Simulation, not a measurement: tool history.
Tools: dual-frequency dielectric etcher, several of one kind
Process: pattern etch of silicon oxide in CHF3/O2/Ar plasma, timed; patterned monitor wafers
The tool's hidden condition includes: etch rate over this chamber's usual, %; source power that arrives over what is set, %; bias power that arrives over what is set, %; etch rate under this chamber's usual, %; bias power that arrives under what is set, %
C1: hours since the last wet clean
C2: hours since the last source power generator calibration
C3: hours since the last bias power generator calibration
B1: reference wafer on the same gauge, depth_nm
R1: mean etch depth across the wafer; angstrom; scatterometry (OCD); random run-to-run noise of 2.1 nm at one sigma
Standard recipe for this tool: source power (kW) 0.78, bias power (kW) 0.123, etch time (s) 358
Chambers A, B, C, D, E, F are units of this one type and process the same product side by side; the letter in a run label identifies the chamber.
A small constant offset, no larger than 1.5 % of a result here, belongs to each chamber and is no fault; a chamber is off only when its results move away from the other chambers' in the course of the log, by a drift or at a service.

{"run": "1F", "hour": 7.8, "source power (kW)": 0.78, "bias power (kW)": 0.123, "etch time (s)": 358, "C1": 154.3, "C2": 2051, "C3": 2344.9, "B1": 756.18, "R1": 6904.9}
{"run": "2B", "hour": 15.6, "source power (kW)": 0.78, "bias power (kW)": 0.123, "etch time (s)": 358, "C1": 124.3, "C2": 1139.9, "C3": 2956.3, "B1": 755.64, "R1": 6991.7}
{"run": "3C", "hour": 22.1, "source power (kW)": 0.78, "bias power (kW)": 0.123, "etch time (s)": 358, "C1": 165.7, "C2": 795.9, "C3": 410.4, "B1": 755.97, "R1": 6922.2}
{"hour": 24.1, "done": "chamber E: wet clean of the chamber"}
{"run": "4E", "hour": 26.6, "source power (kW)": 0.78, "bias power (kW)": 0.123, "etch time (s)": 358, "C1": 2.5, "C2": 2529.5, "C3": 1100.3, "B1": 756.58, "R1": 6870.6}
{"run": "5A", "hour": 34.1, "source power (kW)": 0.78, "bias power (kW)": 0.123, "etch time (s)": 358, "C1": 216.6, "C2": 3900.5, "C3": 4709.3, "B1": 756.28, "R1": 6946.2}
{"run": "6D", "hour": 40.3, "source power (kW)": 0.78, "bias power (kW)": 0.123, "etch time (s)": 358, "C1": 226.8, "C2": 724.7, "C3": 1283.8, "B1": 755.95, "R1": 6948.2}
{"run": "7D", "hour": 48.8, "source power (kW)": 0.78, "bias power (kW)": 0.123, "etch time (s)": 358, "C1": 235.3, "C2": 733.2, "C3": 1292.3, "B1": 755.95, "R1": 6964.2}
{"run": "8A", "hour": 55.8, "source power (kW)": 0.78, "bias power (kW)": 0.123, "etch time (s)": 358, "C1": 238.3, "C2": 3922.2, "C3": 4731, "B1": 755.58, "R1": 6955.1}
{"run": "9B", "hour": 60.1, "source power (kW)": 0.78, "bias power (kW)": 0.123, "etch time (s)": 358, "C1": 168.8, "C2": 1184.4, "C3": 3000.8, "B1": 755.87, "R1": 6912.4}
{"run": "10C", "hour": 64.8, "source power (kW)": 0.78, "bias power (kW)": 0.123, "etch time (s)": 358, "C1": 208.4, "C2": 838.6, "C3": 453.1, "B1": 755.65, "R1": 6938.3}
{"run": "11E", "hour": 70.4, "source power (kW)": 0.78, "bias power (kW)": 0.123, "etch time (s)": 358, "C1": 46.3, "C2": 2573.3, "C3": 1144.1, "B1": 755.63, "R1": 6844.1}
{"run": "12F", "hour": 77.1, "source power (kW)": 0.78, "bias power (kW)": 0.123, "etch time (s)": 358, "C1": 223.6, "C2": 2120.3, "C3": 2414.2, "B1": 756.04, "R1": 6882.6}
{"run": "13B", "hour": 83.1, "source power (kW)": 0.78, "bias power (kW)": 0.123, "etch time (s)": 358, "C1": 191.8, "C2": 1207.4, "C3": 3023.8, "B1": 756.39, "R1": 6981.1}
{"run": "14A", "hour": 91.9, "source power (kW)": 0.78, "bias power (kW)": 0.123, "etch time (s)": 358, "C1": 274.4, "C2": 3958.3, "C3": 4767.1, "B1": 756.68, "R1": 6922}
{"run": "15E", "hour": 96.3, "source power (kW)": 0.78, "bias power (kW)": 0.123, "etch time (s)": 358, "C1": 72.2, "C2": 2599.2, "C3": 1170, "B1": 755.79, "R1": 6845.5}
{"run": "16D", "hour": 105.0, "source power (kW)": 0.78, "bias power (kW)": 0.123, "etch time (s)": 358, "C1": 291.5, "C2": 789.4, "C3": 1348.5, "B1": 755.49, "R1": 6930.2}
{"run": "17F", "hour": 113.4, "source power (kW)": 0.78, "bias power (kW)": 0.123, "etch time (s)": 358, "C1": 259.9, "C2": 2156.6, "C3": 2450.5, "B1": 755.63, "R1": 6912.4}
{"run": "18C", "hour": 117.6, "source power (kW)": 0.78, "bias power (kW)": 0.105, "etch time (s)": 253, "C1": 261.2, "C2": 891.4, "C3": 505.9, "B1": 756.47, "R1": 4667.1}
{"run": "19D", "hour": 123.8, "source power (kW)": 0.78, "bias power (kW)": 0.105, "etch time (s)": 253, "C1": 310.3, "C2": 808.2, "C3": 1367.3, "B1": 756.19, "R1": 4720.8}
{"run": "20C", "hour": 130.2, "source power (kW)": 0.78, "bias power (kW)": 0.105, "etch time (s)": 253, "C1": 273.8, "C2": 904, "C3": 518.5, "B1": 755.53, "R1": 4681}
{"run": "21A", "hour": 137.5, "source power (kW)": 0.78, "bias power (kW)": 0.105, "etch time (s)": 253, "C1": 320, "C2": 4003.9, "C3": 4812.7, "B1": 755.89, "R1": 4677.1}
{"run": "22F", "hour": 143.0, "source power (kW)": 0.78, "bias power (kW)": 0.105, "etch time (s)": 253, "C1": 289.5, "C2": 2186.2, "C3": 2480.1, "B1": 756.13, "R1": 4653.6}
{"run": "23B", "hour": 150.7, "source power (kW)": 0.78, "bias power (kW)": 0.105, "etch time (s)": 253, "C1": 259.4, "C2": 1275, "C3": 3091.4, "B1": 755.94, "R1": 4691.4}
{"run": "24E", "hour": 154.7, "source power (kW)": 0.69, "bias power (kW)": 0.109, "etch time (s)": 358, "C1": 130.6, "C2": 2657.6, "C3": 1228.4, "B1": 756.25, "R1": 6297.2}
{"run": "25C", "hour": 162.5, "source power (kW)": 0.69, "bias power (kW)": 0.109, "etch time (s)": 358, "C1": 306.1, "C2": 936.3, "C3": 550.8, "B1": 756.2, "R1": 6351.2}
{"run": "26D", "hour": 168.4, "source power (kW)": 0.69, "bias power (kW)": 0.109, "etch time (s)": 358, "C1": 354.9, "C2": 852.8, "C3": 1411.9, "B1": 756.07, "R1": 6427.8}
{"run": "27B", "hour": 176.2, "source power (kW)": 0.69, "bias power (kW)": 0.109, "etch time (s)": 358, "C1": 284.9, "C2": 1300.5, "C3": 3116.9, "B1": 756.59, "R1": 6391.4}
{"run": "28E", "hour": 184.5, "source power (kW)": 0.69, "bias power (kW)": 0.109, "etch time (s)": 358, "C1": 160.4, "C2": 2687.4, "C3": 1258.2, "B1": 756.01, "R1": 6324.6}
{"run": "29A", "hour": 192.3, "source power (kW)": 0.69, "bias power (kW)": 0.109, "etch time (s)": 358, "C1": 374.8, "C2": 4058.7, "C3": 4867.5, "B1": 755.59, "R1": 6360.8}
{"run": "30F", "hour": 200.1, "source power (kW)": 0.78, "bias power (kW)": 0.123, "etch time (s)": 358, "C1": 346.6, "C2": 2243.3, "C3": 2537.2, "B1": 756.43, "R1": 6870.5}
{"run": "31C", "hour": 206.5, "source power (kW)": 0.78, "bias power (kW)": 0.123, "etch time (s)": 358, "C1": 350.1, "C2": 980.3, "C3": 594.8, "B1": 755.81, "R1": 6920.3}
{"run": "32A", "hour": 212.8, "source power (kW)": 0.78, "bias power (kW)": 0.123, "etch time (s)": 358, "C1": 395.3, "C2": 4079.2, "C3": 4888, "B1": 756.28, "R1": 6917.3}
{"run": "33B", "hour": 217.0, "source power (kW)": 0.78, "bias power (kW)": 0.123, "etch time (s)": 358, "C1": 325.7, "C2": 1341.3, "C3": 3157.7, "B1": 756.17, "R1": 6972.5}
{"run": "34D", "hour": 223.9, "source power (kW)": 0.78, "bias power (kW)": 0.123, "etch time (s)": 358, "C1": 410.4, "C2": 908.3, "C3": 1467.4, "B1": 756.02, "R1": 6972.9}
{"run": "35F", "hour": 230.7, "source power (kW)": 0.78, "bias power (kW)": 0.133, "etch time (s)": 295.5, "C1": 377.2, "C2": 2273.9, "C3": 2567.8, "B1": 756.02, "R1": 5836.4}
{"run": "36E", "hour": 238.5, "source power (kW)": 0.78, "bias power (kW)": 0.133, "etch time (s)": 295.5, "C1": 214.4, "C2": 2741.4, "C3": 1312.2, "B1": 756.13, "R1": 5793.9}
{"hour": 243.2, "done": "chamber E: source power generator calibrated"}
{"run": "37C", "hour": 245.2, "source power (kW)": 0.78, "bias power (kW)": 0.133, "etch time (s)": 295.5, "C1": 388.8, "C2": 1019, "C3": 633.5, "B1": 755.94, "R1": 5859.1}
{"run": "38E", "hour": 252.0, "source power (kW)": 0.78, "bias power (kW)": 0.133, "etch time (s)": 295.5, "C1": 227.9, "C2": 8.9, "C3": 1325.7, "B1": 755.86, "R1": 5781.9}
{"run": "39F", "hour": 258.2, "source power (kW)": 0.78, "bias power (kW)": 0.133, "etch time (s)": 295.5, "C1": 404.7, "C2": 2301.4, "C3": 2595.3, "B1": 755.62, "R1": 5801.8}
{"run": "40D", "hour": 263.4, "source power (kW)": 0.78, "bias power (kW)": 0.133, "etch time (s)": 295.5, "C1": 449.9, "C2": 947.8, "C3": 1506.9, "B1": 756.29, "R1": 5899.2}
{"run": "41B", "hour": 269.0, "source power (kW)": 0.78, "bias power (kW)": 0.123, "etch time (s)": 358, "C1": 377.7, "C2": 1393.3, "C3": 3209.7, "B1": 755.86, "R1": 6946.1}
{"run": "42A", "hour": 273.2, "source power (kW)": 0.78, "bias power (kW)": 0.123, "etch time (s)": 358, "C1": 455.7, "C2": 4139.6, "C3": 4948.4, "B1": 755.51, "R1": 6928.4}
{"run": "43D", "hour": 280.2, "source power (kW)": 0.78, "bias power (kW)": 0.123, "etch time (s)": 358, "C1": 466.7, "C2": 964.6, "C3": 1523.7, "B1": 756.21, "R1": 6985.3}

All 6 chambers run these settings next. Forecast each chamber's results:
{"run": "44A", "hour": 286.7, "source power (kW)": 0.91, "bias power (kW)": 0.123, "etch time (s)": 358, "R1": "?"}
{"run": "44B", "hour": 286.7, "source power (kW)": 0.91, "bias power (kW)": 0.123, "etch time (s)": 358, "R1": "?"}
{"run": "44C", "hour": 286.7, "source power (kW)": 0.91, "bias power (kW)": 0.123, "etch time (s)": 358, "R1": "?"}
{"run": "44D", "hour": 286.7, "source power (kW)": 0.91, "bias power (kW)": 0.123, "etch time (s)": 358, "R1": "?"}
{"run": "44E", "hour": 286.7, "source power (kW)": 0.91, "bias power (kW)": 0.123, "etch time (s)": 358, "R1": "?"}
{"run": "44F", "hour": 286.7, "source power (kW)": 0.91, "bias power (kW)": 0.123, "etch time (s)": 358, "R1": "?"}

run=44A R1=7383.2
run=44B R1=7367.3
run=44C R1=7364.6
run=44D R1=7383.2
run=44E R1=7287.9
run=44F R1=7329
